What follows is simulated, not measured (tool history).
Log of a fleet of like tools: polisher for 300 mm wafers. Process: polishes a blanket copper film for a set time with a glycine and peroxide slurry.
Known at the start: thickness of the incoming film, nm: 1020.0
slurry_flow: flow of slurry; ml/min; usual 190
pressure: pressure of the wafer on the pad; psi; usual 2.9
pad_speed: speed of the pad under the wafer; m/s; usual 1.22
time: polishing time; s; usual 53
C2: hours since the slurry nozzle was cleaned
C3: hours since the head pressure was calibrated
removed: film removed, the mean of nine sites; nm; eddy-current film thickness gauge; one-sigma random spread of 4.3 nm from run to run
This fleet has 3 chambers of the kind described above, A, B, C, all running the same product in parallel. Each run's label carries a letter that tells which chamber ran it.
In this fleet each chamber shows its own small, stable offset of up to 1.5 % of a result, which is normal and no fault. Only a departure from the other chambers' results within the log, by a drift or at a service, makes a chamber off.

{"run": "1B", "hour": 10.5, "slurry_flow": 190, "pressure": 2.9, "pad_speed": 1.22, "time": 53, "wafers polished on this pad": 204, "C2": 376.7, "C3": 1134.8, "removed": 338.43}
{"run": "2C", "hour": 15.3, "slurry_flow": 190, "pressure": 2.9, "pad_speed": 1.22, "time": 53, "wafers polished on this pad": 584, "C2": 418.4, "C3": 1200.2, "removed": 340.36}
{"run": "3A", "hour": 24.6, "slurry_flow": 190, "pressure": 2.9, "pad_speed": 1.22, "time": 53, "wafers polished on this pad": 1043, "C2": 64.2, "C3": 753.3, "removed": 333.32}
{"hour": 29.3, "done": "chamber B: head pressure recalibrated"}
{"run": "4A", "hour": 29.4, "slurry_flow": 190, "pressure": 2.9, "pad_speed": 1.22, "time": 53, "wafers polished on this pad": 1094, "C2": 69.0, "C3": 758.1, "removed": 329.4}
{"run": "5C", "hour": 36.0, "slurry_flow": 190, "pressure": 2.9, "pad_speed": 1.22, "time": 53, "wafers polished on this pad": 803, "C2": 439.1, "C3": 1220.9, "removed": 339.12}
{"run": "6B", "hour": 42.6, "slurry_flow": 190, "pressure": 2.9, "pad_speed": 1.22, "time": 53, "wafers polished on this pad": 543, "C2": 408.8, "C3": 13.4, "removed": 340.6}
{"run": "7A", "hour": 50.8, "slurry_flow": 230, "pressure": 2.9, "pad_speed": 1.06, "time": 53, "wafers polished on this pad": 1320, "C2": 90.4, "C3": 779.5, "removed": 301.55}
{"run": "8B", "hour": 56.4, "slurry_flow": 230, "pressure": 2.9, "pad_speed": 1.06, "time": 53, "wafers polished on this pad": 689, "C2": 422.6, "C3": 27.2, "removed": 306.91}
{"run": "9C", "hour": 63.2, "slurry_flow": 230, "pressure": 2.9, "pad_speed": 1.06, "time": 53, "wafers polished on this pad": 1090, "C2": 466.3, "C3": 1248.1, "removed": 305.02}
{"run": "10A", "hour": 72.1, "slurry_flow": 190, "pressure": 2.9, "pad_speed": 1.22, "time": 53, "wafers polished on this pad": 1545, "C2": 111.7, "C3": 800.8, "removed": 323.9}
{"run": "11B", "hour": 77.4, "slurry_flow": 190, "pressure": 2.9, "pad_speed": 1.22, "time": 53, "wafers polished on this pad": 911, "C2": 443.6, "C3": 48.2, "removed": 344.66}
{"hour": 81.1, "done": "chamber C: worn pad replaced by a new one"}
{"run": "12C", "hour": 88.4, "slurry_flow": 190, "pressure": 2.9, "pad_speed": 1.22, "time": 53, "wafers polished on this pad": 77, "C2": 491.5, "C3": 1273.3, "removed": 331.97}
{"run": "13C", "hour": 98.0, "slurry_flow": 190, "pressure": 2.2, "pad_speed": 1.22, "time": 70, "wafers polished on this pad": 178, "C2": 501.1, "C3": 1282.9, "removed": 354.27}
{"run": "14A", "hour": 105.3, "slurry_flow": 190, "pressure": 2.2, "pad_speed": 1.22, "time": 70, "wafers polished on this pad": 1895, "C2": 144.9, "C3": 834.0, "removed": 338.91}
{"run": "15B", "hour": 111.7, "slurry_flow": 190, "pressure": 2.2, "pad_speed": 1.22, "time": 70, "wafers polished on this pad": 1273, "C2": 477.9, "C3": 82.5, "removed": 358.81}
{"run": "16B", "hour": 122.4, "slurry_flow": 190, "pressure": 2.9, "pad_speed": 1.22, "time": 53, "wafers polished on this pad": 1386, "C2": 488.6, "C3": 93.2, "removed": 345.66}
{"run": "17A", "hour": 132.1, "slurry_flow": 190, "pressure": 2.9, "pad_speed": 1.22, "time": 53, "wafers polished on this pad": 2178, "C2": 171.7, "C3": 860.8, "removed": 306.92}
{"run": "18C", "hour": 140.7, "slurry_flow": 190, "pressure": 2.9, "pad_speed": 1.22, "time": 53, "wafers polished on this pad": 629, "C2": 543.8, "C3": 1325.6, "removed": 332.69}
{"hour": 141.1, "done": "chamber B: worn pad replaced by a new one"}
{"hour": 144.0, "done": "chamber C: head pressure recalibrated"}
{"run": "19B", "hour": 151.0, "slurry_flow": 190, "pressure": 2.9, "pad_speed": 1.22, "time": 53, "wafers polished on this pad": 104, "C2": 517.2, "C3": 121.8, "removed": 330.7}
{"run": "20C", "hour": 161.3, "slurry_flow": 190, "pressure": 2.9, "pad_speed": 1.22, "time": 53, "wafers polished on this pad": 847, "C2": 564.4, "C3": 17.3, "removed": 343.11}
{"run": "21A", "hour": 168.7, "slurry_flow": 190, "pressure": 2.9, "pad_speed": 1.22, "time": 53, "wafers polished on this pad": 2565, "C2": 208.3, "C3": 897.4, "removed": 310.0}

Is one chamber off against the others, does the gauge drift, or is nothing wrong? If a chamber is off, say which, and what the likeliest cause is.

It is chamber A that slowly wanders off from its peers.
What lies behind it: removal rate lost through wear of the pad, % = 8.95.
The log may not tell that from: slurry flow missing at the pad, %; head's pressure below its setpoint, %.

Below are 4 candidate recipes for chamber A's next run, each the usual settings with a change, their results shown as question marks. Which of them brings A's results back in line with what the other chambers give on the usual settings?
To be in line, a result may differ from the other chambers' mean on the usual settings by at most: removed 15.00 nm
{"run": "22A-1", "hour": 176.6, "slurry_flow": 190, "pressure": 2.9, "pad_speed": 1.24, "time": 54, "removed": "?"}
{"run": "22A-2", "hour": 176.6, "slurry_flow": 190, "pressure": 2.9, "pad_speed": 1.22, "time": 58, "removed": "?"}
{"run": "22A-3", "hour": 176.6, "slurry_flow": 190, "pressure": 2.9, "pad_speed": 1.22, "time": 52, "removed": "?"}
{"run": "22A-4", "hour": 176.6, "slurry_flow": 190, "pressure": 2.8, "pad_speed": 1.18, "time": 51, "removed": "?"}

What the other chambers average on the usual settings: removed 337.52 nm
run=22A-1 removed=315.71
run=22A-2 removed=334.41
run=22A-3 removed=299.81
run=22A-4 removed=277.51
It is 22A-2 that realigns the chamber with its peers.
